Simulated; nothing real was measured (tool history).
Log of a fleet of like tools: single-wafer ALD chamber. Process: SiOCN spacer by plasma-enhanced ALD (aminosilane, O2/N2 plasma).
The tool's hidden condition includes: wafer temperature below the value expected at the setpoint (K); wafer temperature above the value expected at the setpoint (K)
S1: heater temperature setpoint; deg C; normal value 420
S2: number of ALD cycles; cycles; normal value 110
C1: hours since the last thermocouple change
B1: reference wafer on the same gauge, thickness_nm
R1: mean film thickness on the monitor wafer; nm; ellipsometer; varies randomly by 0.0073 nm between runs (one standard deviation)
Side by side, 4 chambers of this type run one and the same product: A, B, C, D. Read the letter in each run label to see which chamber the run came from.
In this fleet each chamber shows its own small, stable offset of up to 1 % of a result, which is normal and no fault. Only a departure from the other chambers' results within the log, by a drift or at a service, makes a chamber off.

| run | day | S1 | S2 | C1 | B1 | R1 |
|---|---|---|---|---|---|---|
| 1A | 0.179 | 420 | 110 | 1778.1 | 7.2312 | 6.261 |
| 2C | 0.308 | 420 | 110 | 1120.9 | 7.2325 | 6.3047 |
| 3B | 0.521 | 420 | 110 | 253.8 | 7.232 | 6.1956 |
| 4D | 0.712 | 420 | 110 | 911.6 | 7.2326 | 6.2693 |
| 5B | 0.833 | 420 | 110 | 261.3 | 7.2348 | 6.1795 |
| 6C | 0.95 | 420 | 110 | 1136.3 | 7.2358 | 6.2955 |
| 7D | 1.154 | 420 | 110 | 922.2 | 7.2359 | 6.2585 |
| 8A | 1.35 | 420 | 110 | 1806.2 | 7.2368 | 6.2661 |
|  | 1.525 | chamber A: thermocouple changed; heater temperature recalibrated |
| 9C | 1.567 | 420 | 110 | 1151.1 | 7.2379 | 6.3105 |
| 10D | 1.779 | 420 | 110 | 937.2 | 7.241 | 6.2655 |
| 11A | 1.992 | 420 | 110 | 11.3 | 7.2423 | 6.2677 |
| 12B | 2.171 | 420 | 110 | 293.4 | 7.2448 | 6.1888 |
| 13A | 2.342 | 420 | 110 | 19.7 | 7.2413 | 6.2885 |
| 14B | 2.438 | 420 | 110 | 299.8 | 7.2439 | 6.2059 |
| 15D | 2.583 | 420 | 118 | 956.5 | 7.2434 | 6.7215 |
| 16C | 2.704 | 420 | 118 | 1178.4 | 7.245 | 6.7689 |
| 17C | 2.858 | 420 | 118 | 1182.1 | 7.2428 | 6.7669 |
| 18D | 3.046 | 420 | 118 | 967.6 | 7.2458 | 6.7087 |
| 19B | 3.188 | 420 | 110 | 317.8 | 7.2462 | 6.2069 |
| 20A | 3.346 | 420 | 110 | 43.8 | 7.249 | 6.2926 |
| 21B | 3.567 | 414 | 118 | 326.9 | 7.2474 | 6.7757 |
| 22A | 3.75 | 414 | 118 | 53.5 | 7.2516 | 6.871 |
| 23D | 3.854 | 414 | 118 | 987 | 7.252 | 6.8463 |
| 24C | 4.075 | 414 | 118 | 1211.3 | 7.2506 | 6.9168 |
| 25C | 4.279 | 420 | 110 | 1216.2 | 7.2518 | 6.314 |
| 26B | 4.446 | 420 | 110 | 348 | 7.2559 | 6.2164 |
| 27A | 4.554 | 420 | 110 | 72.8 | 7.2548 | 6.2785 |
| 28D | 4.692 | 420 | 110 | 1007.1 | 7.2549 | 6.2875 |
| 29B | 4.796 | 420 | 110 | 356.4 | 7.2564 | 6.2064 |
| 30D | 4.938 | 428 | 101 | 1013 | 7.2555 | 5.6203 |
| 31C | 5.146 | 428 | 101 | 1237 | 7.2609 | 5.6449 |
| 32A | 5.312 | 428 | 101 | 91 | 7.2587 | 5.6272 |
| 33C | 5.5 | 428 | 101 | 1245.5 | 7.2588 | 5.6696 |
| 34D | 5.633 | 420 | 126 | 1029.7 | 7.2633 | 7.1917 |
| 35B | 5.796 | 420 | 126 | 380.4 | 7.2599 | 7.1062 |
| 36A | 5.904 | 420 | 126 | 105.2 | 7.2627 | 7.2099 |
| 37C | 6.079 | 420 | 126 | 1259.4 | 7.2628 | 7.2575 |
| 38B | 6.267 | 420 | 110 | 391.7 | 7.2627 | 6.2046 |

For the next run the whole fleet of 4 chambers uses the same settings. Give each chamber's results:
| 39A | 6.421 | 420 | 110 |  |  | ? |
| 39B | 6.421 | 420 | 110 |  |  | ? |
| 39C | 6.421 | 420 | 110 |  |  | ? |
| 39D | 6.421 | 420 | 110 |  |  | ? |

| run | R1 |
|---|---|
| 39A | 6.2879 |
| 39B | 6.2176 |
| 39C | 6.3346 |
| 39D | 6.2877 |
